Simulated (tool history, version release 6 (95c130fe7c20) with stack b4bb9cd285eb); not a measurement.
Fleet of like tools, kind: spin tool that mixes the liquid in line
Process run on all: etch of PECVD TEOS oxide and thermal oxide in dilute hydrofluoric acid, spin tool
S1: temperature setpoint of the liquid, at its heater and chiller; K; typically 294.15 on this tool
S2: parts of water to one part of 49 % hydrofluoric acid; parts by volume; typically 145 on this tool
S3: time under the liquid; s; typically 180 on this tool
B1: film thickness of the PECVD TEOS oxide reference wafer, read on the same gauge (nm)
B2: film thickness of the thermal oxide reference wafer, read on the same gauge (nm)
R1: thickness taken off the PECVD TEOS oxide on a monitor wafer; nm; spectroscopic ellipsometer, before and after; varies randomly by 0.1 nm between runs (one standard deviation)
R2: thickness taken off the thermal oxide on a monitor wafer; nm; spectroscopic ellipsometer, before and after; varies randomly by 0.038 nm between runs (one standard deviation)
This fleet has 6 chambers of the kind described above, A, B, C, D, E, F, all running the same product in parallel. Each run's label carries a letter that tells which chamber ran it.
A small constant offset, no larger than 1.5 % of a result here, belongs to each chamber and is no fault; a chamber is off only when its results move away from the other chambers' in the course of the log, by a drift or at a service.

run     day      S1   S2   S3      B1      B2      R1      R2
 1D   0.192  294.15  145  180  39.988  59.964  14.443  5.1851
 2A   0.396  294.15  145  180  39.995  59.993  14.469  5.0625
 3C   0.783  294.15  145  180  39.997  59.971  14.334  5.0978
 4F     1.2  294.15  145  180  40.024  59.968  14.191  5.0923
 5E   1.525  294.15  145  180  40.017  59.979  14.381  5.0988
 6B   1.746  291.15  110  180  40.002  59.981  17.726  6.1992
 7A   2.088  291.15  110  180  39.999  59.967  17.547  6.2291
 8D   2.346  291.15  110  180   40.01  60.005  17.568  6.1539
       2.35  -- chamber A: thermometer replaced
      2.392  -- chamber D: hydrofluoric acid flow meter replaced
 9C   2.546  291.15  110  180  40.026  60.007   17.46  6.1662
10B   2.967  291.15  110  180   39.99  59.999  17.715  6.3017
11E   3.262  291.15  110  180  39.987  59.991  17.379  6.1627
12F     3.5  294.15  145  180  39.976  60.039   14.38  5.1711
13C   3.892  294.15  145  180  40.027  59.992  14.266   5.178
14D   4.125  294.15  145  180   39.96  59.997  14.403  5.1101
15E   4.446  294.15  145  180  40.001  59.999  14.309  5.1424
16F   4.729  294.15  145  180  39.989  60.019  14.214  5.0517
17B     5.1  294.15  145  180  39.956  59.985  14.764  5.1917
18A     5.4  294.15  145  180  39.991  59.997  14.513  5.1497
19A   5.621  294.15  145  180  39.996  59.999  14.454   5.125
20F   5.862  294.15  145  180  39.979  59.994  14.413  5.1062
21C   6.117  294.15   85  180  39.989   60.01  26.143  9.2385
22B   6.338  294.15   85  180  39.974  59.992  26.491  9.4013
23E   6.567  294.15   85  180  40.004  59.969   25.92  9.3116
24D   6.933  294.15   85  180  39.962  59.991  26.988  9.5356
      6.967  -- chamber B: thermometer replaced
25D   7.267  294.15   85  180  39.993  59.992  26.885  9.5645
26F   7.588  294.15   85  180  39.996  59.974  26.291  9.4465
27A   7.962  294.15  145  225  40.012   59.99  18.043  6.3288
28C   8.388  294.15  145  225  40.011   59.98  18.003  6.4311
29E   8.783  294.15  145  225  40.021  59.966  17.955  6.3814
      9.142  -- chamber A: hydrofluoric acid flow meter replaced
30B   9.204  294.15  145  225  40.023  60.032   18.15  6.5277
31A   9.625  294.15  145  225  39.996  60.008  18.169  6.3707
      9.717  -- chamber C: thermometer replaced
32F   9.879  294.15  145  225  39.981  59.993  17.997  6.3534
33C  10.229  294.15  145  180  39.981  60.005  14.502  5.1235
34D  10.512  294.15  145  180      40  60.001  14.555  5.2417
35B    10.9  294.15  145  180  40.016  60.003  14.529  5.2009
36E  11.333  290.15  145  180   39.98  59.976   12.08  4.2971
37C  11.554  290.15  145  180  39.975  60.017   12.26  4.3648
38D  11.812  290.15  145  180  40.021  59.984   12.45  4.4487
39B  12.104  290.15  145  180  40.008  60.006  12.509  4.4102
40E  12.383  290.15  145  180  40.007  60.033  12.206  4.3807
41F  12.742  290.15  145  180  40.016  60.006  12.075  4.3361

The same settings go to every chamber for the next run, one line per chamber below. Forecast the results for each:
42A  13.05  294.15  145  180           ?   ?
42B  13.05  294.15  145  180           ?   ?
42C  13.05  294.15  145  180           ?   ?
42D  13.05  294.15  145  180           ?   ?
42E  13.05  294.15  145  180           ?   ?
42F  13.05  294.15  145  180           ?   ?

run      R1      R2
42A  14.514  5.1259
42B  14.492  5.1793
42C  14.321  5.1125
42D  14.652  5.0995
42E  14.369  5.1684
42F  14.253  5.0541

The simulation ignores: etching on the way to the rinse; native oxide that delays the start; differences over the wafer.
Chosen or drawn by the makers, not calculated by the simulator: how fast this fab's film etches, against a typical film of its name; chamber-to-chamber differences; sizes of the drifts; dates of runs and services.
